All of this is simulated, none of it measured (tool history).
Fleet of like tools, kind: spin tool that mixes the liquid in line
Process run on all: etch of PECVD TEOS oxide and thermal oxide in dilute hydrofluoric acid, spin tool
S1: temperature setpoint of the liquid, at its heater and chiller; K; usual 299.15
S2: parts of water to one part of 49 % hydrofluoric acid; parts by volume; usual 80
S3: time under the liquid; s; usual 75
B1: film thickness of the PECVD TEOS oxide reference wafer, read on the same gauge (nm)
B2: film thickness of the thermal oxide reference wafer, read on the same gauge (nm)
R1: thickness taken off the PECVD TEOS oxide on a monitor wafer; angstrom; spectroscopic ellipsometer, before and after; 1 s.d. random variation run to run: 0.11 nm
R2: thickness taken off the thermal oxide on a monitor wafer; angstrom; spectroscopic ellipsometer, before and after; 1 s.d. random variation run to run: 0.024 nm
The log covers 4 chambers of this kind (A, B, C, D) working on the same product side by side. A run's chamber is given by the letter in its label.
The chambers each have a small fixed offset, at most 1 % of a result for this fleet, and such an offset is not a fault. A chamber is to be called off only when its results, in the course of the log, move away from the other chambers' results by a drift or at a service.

run    day      S1  S2   S3      B1      B2      R1      R2
     0.221  -- chamber C: thermometer replaced
 1A  0.267  299.15  80   75  90.012  59.992  229.52  46.893
 2B  0.471  299.15  80   75  90.013  59.998  231.89  46.571
 3D  0.662  299.15  80   75  90.019  59.971  231.95  46.814
 4C  0.921  299.15  80   75  89.995  60.024  230.06  46.373
 5D  1.196  299.15  80   75   89.99  59.997  230.92  46.968
 6C  1.583  299.15  80   75      90  60.006  231.28  46.435
 7B  1.938  299.15  80   75  89.984   59.99  232.39  47.093
 8A  2.212  299.15  80   75  89.999  59.998  229.71  46.762
 9C  2.446  299.15  80   75  90.025  60.003  231.06  46.739
10D  2.767  299.15  80   75  90.022  60.045   231.5   47.14
11B  2.958  299.15  80  120  90.002  59.985   371.1  75.593
12A  3.258  299.15  80  120  90.016      60  368.82  75.221
13B  3.546  299.15  80  120  90.008  59.967  369.03  74.496
14A  3.896  299.15  80  120  90.021  60.029  368.45   74.62
15C    4.2  297.65  80   45  90.009  60.051   130.3  26.309
16D  4.408  297.65  80   45  90.006  60.052  131.16  26.741
17D  4.754  297.65  80   45  90.015  60.047  131.48  26.612
18B  5.112  297.65  80   45  90.003  59.982  132.62  26.725
19C  5.504  299.15  80   75  90.029  59.964  230.66  46.748
20A  5.875  299.15  80   75  90.015  59.974  231.34  46.547
21B  6.262  299.15  80   75  90.004  60.003  231.29  47.598
22D  6.525  299.15  80   75  89.991  60.021  232.65  46.844
23A  6.838  299.15  80   75  89.996  59.989  229.78  46.639
24C  7.175  299.15  80   75   90.03   59.98  232.86  46.663
25A  7.442  299.15  80   75  90.015      60  229.22  46.109
26C    7.8  299.15  80   75  89.988  59.985  230.87  46.974
27D  8.012  299.15  80   75  89.968  60.006  231.61  46.879
28B  8.375  299.15  80   75   89.99  60.003  233.78  46.872
29B  8.638  299.15  80   75  90.008  59.986  230.83  46.604
30C  8.979  299.15  80   75  89.996  59.974  230.96  46.428

For the next run the whole fleet of 4 chambers uses the same settings. Give each chamber's results:
31A  9.262  294.65  80  75           ?   ?
31B  9.262  294.65  80  75           ?   ?
31C  9.262  294.65  80  75           ?   ?
31D  9.262  294.65  80  75           ?   ?

run      R1      R2
31A  192.27  38.895
31B  194.11  39.508
31C  191.84  39.046
31D  193.16  39.327
